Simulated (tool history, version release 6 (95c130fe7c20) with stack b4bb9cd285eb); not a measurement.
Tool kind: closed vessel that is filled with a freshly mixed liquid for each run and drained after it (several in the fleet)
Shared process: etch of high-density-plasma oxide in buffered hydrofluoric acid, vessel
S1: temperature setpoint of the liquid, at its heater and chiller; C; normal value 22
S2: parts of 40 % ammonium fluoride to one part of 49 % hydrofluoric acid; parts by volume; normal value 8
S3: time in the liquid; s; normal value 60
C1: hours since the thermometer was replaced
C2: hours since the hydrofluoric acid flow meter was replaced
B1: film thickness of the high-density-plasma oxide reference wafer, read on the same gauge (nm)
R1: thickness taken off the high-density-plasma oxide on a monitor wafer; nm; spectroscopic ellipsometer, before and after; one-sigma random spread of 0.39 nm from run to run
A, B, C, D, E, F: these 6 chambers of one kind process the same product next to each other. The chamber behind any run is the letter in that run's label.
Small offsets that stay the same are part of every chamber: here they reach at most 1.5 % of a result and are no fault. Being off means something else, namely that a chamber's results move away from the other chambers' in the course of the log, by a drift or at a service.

run	day	S1	S2	S3	C1	C2	B1	R1
1C	0.238	22	8	60	2133.7	1215.4	30.03	113.89
2E	0.488	22	8	60	1752.3	309.4	30.026	112.93
3A	0.658	22	8	60	482.3	148.5	30.024	113.93
4D	0.829	22	8	60	714.7	671.3	29.997	114.7
5F	1	22	8	60	1362	284.2	29.99	113.93
6B	1.279	24	8	60	1389.6	306.8	29.988	128.5
7D	1.433	24	8	60	729.2	685.8	29.996	127.21
8F	1.604	24	8	60	1376.5	298.7	30.02	127.9
9E	1.908	24	8	60	1786.4	343.5	29.996	126.72
10A	2.121	24	8	60	517.4	183.6	30.026	127.69
11C	2.383	24	8	60	2185.2	1266.9	30.017	127.48
12B	2.542	22	8	60	1419.9	337.1	29.998	114.25
# day 2.554: chamber A: thermometer replaced
13B	2.771	22	8	60	1425.4	342.6	29.98	114.02
14D	3.012	22	8	60	767.1	723.7	30.004	113.99
15C	3.308	22	8	60	2207.4	1289.1	29.958	114.89
16E	3.475	22	8	60	1824	381.1	30.01	112.94
17A	3.671	22	8	60	26.9	220.8	29.967	114.05
18F	3.912	22	8	60	1431.9	354.1	29.967	114.08
19F	4.154	17	8	60	1437.7	359.9	30.012	86.133
20D	4.438	17	8	60	801.3	757.9	30.016	85.993
21B	4.604	17	8	60	1469.4	386.6	30.002	86.202
22E	4.892	17	8	60	1858	415.1	29.968	85.601
23A	5.162	17	8	60	62.7	256.6	30.01	87.244
24C	5.367	17	8	60	2256.8	1338.5	30.013	86.531
25A	5.55	22	8	60	72	265.9	29.979	114.2
# day 5.621: chamber B: thermometer replaced
26E	5.792	22	8	60	1879.6	436.7	29.994	112.88
27C	5.962	22	8	60	2271.1	1352.8	30.003	114.45
28F	6.15	22	8	60	1485.6	407.8	29.99	114.34
29D	6.329	22	8	60	846.7	803.3	29.995	114.55
30B	6.508	22	8	60	21.4	432.3	29.987	114.54
31F	6.708	22	6	80	1499	421.2	30.011	200.71
32C	6.854	22	6	80	2292.5	1374.2	30	199.94
33B	7.104	22	6	80	35.7	446.6	29.99	200.9
34A	7.4	22	6	80	116.4	310.3	30.034	202.02
35E	7.546	22	6	80	1921.7	478.8	30.011	200.51
# day 7.617: chamber F: thermometer replaced
36D	7.833	22	6	80	882.8	839.4	29.998	202.34
37F	7.996	22	8	60	9.1	452.1	29.993	113.17
38A	8.225	22	8	60	136.2	330.1	29.972	114.82

The same settings go to every chamber for the next run, one line per chamber below. Forecast the results for each:
39A	8.45	22	8	60				?
39B	8.45	22	8	60				?
39C	8.45	22	8	60				?
39D	8.45	22	8	60				?
39E	8.45	22	8	60				?
39F	8.45	22	8	60				?

run	R1
39A	114.79
39B	114.11
39C	114.18
39D	114.19
39E	113.7
39F	113.78
